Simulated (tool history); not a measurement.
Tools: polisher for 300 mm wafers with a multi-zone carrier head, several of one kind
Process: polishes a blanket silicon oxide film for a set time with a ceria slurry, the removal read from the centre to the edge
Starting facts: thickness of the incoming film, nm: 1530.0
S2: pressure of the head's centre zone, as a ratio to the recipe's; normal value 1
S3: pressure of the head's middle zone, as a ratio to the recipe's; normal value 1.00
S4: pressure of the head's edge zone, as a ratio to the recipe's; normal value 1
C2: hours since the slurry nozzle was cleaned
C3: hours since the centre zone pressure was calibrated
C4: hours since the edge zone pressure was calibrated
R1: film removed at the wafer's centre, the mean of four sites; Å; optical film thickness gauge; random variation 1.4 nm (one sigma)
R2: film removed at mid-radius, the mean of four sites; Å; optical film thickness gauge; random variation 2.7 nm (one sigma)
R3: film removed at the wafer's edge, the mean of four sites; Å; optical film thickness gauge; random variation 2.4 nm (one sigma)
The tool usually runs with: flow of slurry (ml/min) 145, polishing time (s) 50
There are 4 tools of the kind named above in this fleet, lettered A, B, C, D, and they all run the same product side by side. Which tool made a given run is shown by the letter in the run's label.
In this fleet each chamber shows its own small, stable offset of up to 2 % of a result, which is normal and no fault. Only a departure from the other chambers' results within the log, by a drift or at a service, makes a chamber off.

run 1B hour=4.7 | flow_of_slurry_(ml/min)=145 S2=1 S3=1.00 S4=1 polishing_time_(s)=50 | wafers_polished_on_this_pad=409 C2=119.9 C3=306.0 C4=247.5 | R1=1856.3 R2=1850.0 R3=1808.5
run 2A hour=9.1 | flow_of_slurry_(ml/min)=145 S2=1 S3=1.00 S4=1 polishing_time_(s)=50 | wafers_polished_on_this_pad=918 C2=218.3 C3=802.3 C4=211.6 | R1=1872.4 R2=1880.1 R3=1855.1
run 3C hour=14.1 | flow_of_slurry_(ml/min)=145 S2=1 S3=1.00 S4=1 polishing_time_(s)=50 | wafers_polished_on_this_pad=434 C2=226.3 C3=589.8 C4=150.2 | R1=1878.3 R2=1834.8 R3=1864.3
run 4D hour=19.1 | flow_of_slurry_(ml/min)=145 S2=1 S3=1.00 S4=1 polishing_time_(s)=50 | wafers_polished_on_this_pad=491 C2=35.3 C3=458.0 C4=318.9 | R1=1848.7 R2=1839.9 R3=1824.6
run 5B hour=25.4 | flow_of_slurry_(ml/min)=145 S2=1 S3=1.00 S4=1 polishing_time_(s)=50 | wafers_polished_on_this_pad=560 C2=140.6 C3=326.7 C4=268.2 | R1=1835.7 R2=1858.1 R3=1839.1
run 6A hour=29.0 | flow_of_slurry_(ml/min)=145 S2=1 S3=1.00 S4=1 polishing_time_(s)=50 | wafers_polished_on_this_pad=1063 C2=238.2 C3=822.2 C4=231.5 | R1=1850.4 R2=1795.3 R3=1826.5
run 7C hour=33.9 | flow_of_slurry_(ml/min)=145 S2=1 S3=1.00 S4=1 polishing_time_(s)=50 | wafers_polished_on_this_pad=579 C2=246.1 C3=609.6 C4=170.0 | R1=1873.9 R2=1832.1 R3=1781.3
-- hour=34.2 chamber C: worn pad replaced by a new one
run 8D hour=37.9 | flow_of_slurry_(ml/min)=145 S2=1 S3=1.00 S4=1 polishing_time_(s)=50 | wafers_polished_on_this_pad=629 C2=54.1 C3=476.8 C4=337.7 | R1=1810.5 R2=1876.7 R3=1789.8
run 9B hour=44.9 | flow_of_slurry_(ml/min)=145 S2=1 S3=1.00 S4=1 polishing_time_(s)=50 | wafers_polished_on_this_pad=703 C2=160.1 C3=346.2 C4=287.7 | R1=1841.9 R2=1828.0 R3=1860.4
run 10D hour=52.6 | flow_of_slurry_(ml/min)=145 S2=1 S3=1.00 S4=1 polishing_time_(s)=50 | wafers_polished_on_this_pad=736 C2=68.8 C3=491.5 C4=352.4 | R1=1844.9 R2=1868.2 R3=1820.0
run 11C hour=57.0 | flow_of_slurry_(ml/min)=145 S2=1 S3=1.00 S4=1 polishing_time_(s)=50 | wafers_polished_on_this_pad=166 C2=269.2 C3=632.7 C4=193.1 | R1=1863.6 R2=1867.0 R3=1864.3
run 12A hour=60.9 | flow_of_slurry_(ml/min)=145 S2=1 S3=1.00 S4=1 polishing_time_(s)=50 | wafers_polished_on_this_pad=1297 C2=270.1 C3=854.1 C4=263.4 | R1=1835.3 R2=1807.4 R3=1824.3
run 13B hour=67.6 | flow_of_slurry_(ml/min)=145 S2=1 S3=1.00 S4=1 polishing_time_(s)=50 | wafers_polished_on_this_pad=869 C2=182.8 C3=368.9 C4=310.4 | R1=1840.7 R2=1838.0 R3=1792.1
-- hour=72.4 chamber A: worn pad replaced by a new one
run 14C hour=73.6 | flow_of_slurry_(ml/min)=145 S2=1 S3=0.89 S4=1 polishing_time_(s)=35 | wafers_polished_on_this_pad=288 C2=285.8 C3=649.3 C4=209.7 | R1=1313.6 R2=1160.1 R3=1273.5
run 15D hour=78.6 | flow_of_slurry_(ml/min)=145 S2=1 S3=0.89 S4=1 polishing_time_(s)=35 | wafers_polished_on_this_pad=927 C2=94.8 C3=517.5 C4=378.4 | R1=1249.9 R2=1132.2 R3=1253.7
-- hour=81.2 chamber B: worn pad replaced by a new one
run 16A hour=86.0 | flow_of_slurry_(ml/min)=145 S2=1 S3=0.89 S4=1 polishing_time_(s)=35 | wafers_polished_on_this_pad=100 C2=295.2 C3=879.2 C4=288.5 | R1=1294.5 R2=1134.1 R3=1337.2
run 17A hour=93.4 | flow_of_slurry_(ml/min)=145 S2=1 S3=0.89 S4=1 polishing_time_(s)=35 | wafers_polished_on_this_pad=154 C2=302.6 C3=886.6 C4=295.9 | R1=1286.4 R2=1146.6 R3=1291.8
run 18C hour=100.4 | flow_of_slurry_(ml/min)=145 S2=1 S3=1.00 S4=1 polishing_time_(s)=50 | wafers_polished_on_this_pad=484 C2=312.6 C3=676.1 C4=236.5 | R1=1882.9 R2=1817.0 R3=1867.2
run 19B hour=107.1 | flow_of_slurry_(ml/min)=145 S2=1 S3=1.00 S4=1 polishing_time_(s)=50 | wafers_polished_on_this_pad=189 C2=222.3 C3=408.4 C4=349.9 | R1=1863.0 R2=1865.8 R3=1828.8
-- hour=107.7 chamber D: edge zone pressure recalibrated
-- hour=109.7 chamber B: centre zone pressure recalibrated
-- hour=113.0 chamber C: worn pad replaced by a new one
run 20D hour=113.0 | flow_of_slurry_(ml/min)=145 S2=1 S3=1.00 S4=1 polishing_time_(s)=50 | wafers_polished_on_this_pad=1178 C2=129.2 C3=551.9 C4=5.4 | R1=1735.8 R2=1745.1 R3=1697.1
run 21D hour=117.3 | flow_of_slurry_(ml/min)=145 S2=1 S3=1.00 S4=1 polishing_time_(s)=50 | wafers_polished_on_this_pad=1210 C2=133.5 C3=556.2 C4=9.7 | R1=1725.7 R2=1731.2 R3=1705.8
run 22B hour=120.8 | flow_of_slurry_(ml/min)=145 S2=1 S3=1.00 S4=1 polishing_time_(s)=50 | wafers_polished_on_this_pad=290 C2=236.0 C3=11.2 C4=363.6 | R1=1875.8 R2=1866.5 R3=1811.0
run 23A hour=125.8 | flow_of_slurry_(ml/min)=170 S2=1 S3=1.00 S4=1 polishing_time_(s)=50 | wafers_polished_on_this_pad=391 C2=335.0 C3=919.0 C4=328.3 | R1=1895.5 R2=1870.7 R3=1884.3
run 24C hour=131.5 | flow_of_slurry_(ml/min)=170 S2=1 S3=1.00 S4=1 polishing_time_(s)=50 | wafers_polished_on_this_pad=136 C2=343.7 C3=707.2 C4=267.6 | R1=1952.7 R2=1885.5 R3=1892.6
run 25B hour=138.4 | flow_of_slurry_(ml/min)=170 S2=1 S3=1.00 S4=1 polishing_time_(s)=50 | wafers_polished_on_this_pad=419 C2=253.6 C3=28.8 C4=381.2 | R1=1914.6 R2=1923.5 R3=1871.3
run 26D hour=143.6 | flow_of_slurry_(ml/min)=170 S2=1 S3=1.00 S4=1 polishing_time_(s)=50 | wafers_polished_on_this_pad=1402 C2=159.8 C3=582.5 C4=36.0 | R1=1737.1 R2=1748.9 R3=1742.2
run 27C hour=148.5 | flow_of_slurry_(ml/min)=145 S2=1 S3=1.00 S4=1 polishing_time_(s)=50 | wafers_polished_on_this_pad=260 C2=360.7 C3=724.2 C4=284.6 | R1=1872.5 R2=1837.9 R3=1838.9
run 28A hour=155.6 | flow_of_slurry_(ml/min)=145 S2=1 S3=1.00 S4=1 polishing_time_(s)=50 | wafers_polished_on_this_pad=609 C2=364.8 C3=948.8 C4=358.1 | R1=1853.1 R2=1808.6 R3=1846.3

Each of the 4 chambers runs these same settings next. Fill in every chamber's results:
run 29A hour=161.3 | flow_of_slurry_(ml/min)=145 S2=1 S3=0.96 S4=1 polishing_time_(s)=50 | R1=? R2=? R3=?
run 29B hour=161.3 | flow_of_slurry_(ml/min)=145 S2=1 S3=0.96 S4=1 polishing_time_(s)=50 | R1=? R2=? R3=?
run 29C hour=161.3 | flow_of_slurry_(ml/min)=145 S2=1 S3=0.96 S4=1 polishing_time_(s)=50 | R1=? R2=? R3=?
run 29D hour=161.3 | flow_of_slurry_(ml/min)=145 S2=1 S3=0.96 S4=1 polishing_time_(s)=50 | R1=? R2=? R3=?

run=29A R1=1852.1 R2=1746.8 R3=1860.8
run=29B R1=1860.6 R2=1740.5 R3=1879.4
run=29C R1=1863.8 R2=1850.5 R3=1848.6
run=29D R1=1694.1 R2=1618.4 R3=1707.6

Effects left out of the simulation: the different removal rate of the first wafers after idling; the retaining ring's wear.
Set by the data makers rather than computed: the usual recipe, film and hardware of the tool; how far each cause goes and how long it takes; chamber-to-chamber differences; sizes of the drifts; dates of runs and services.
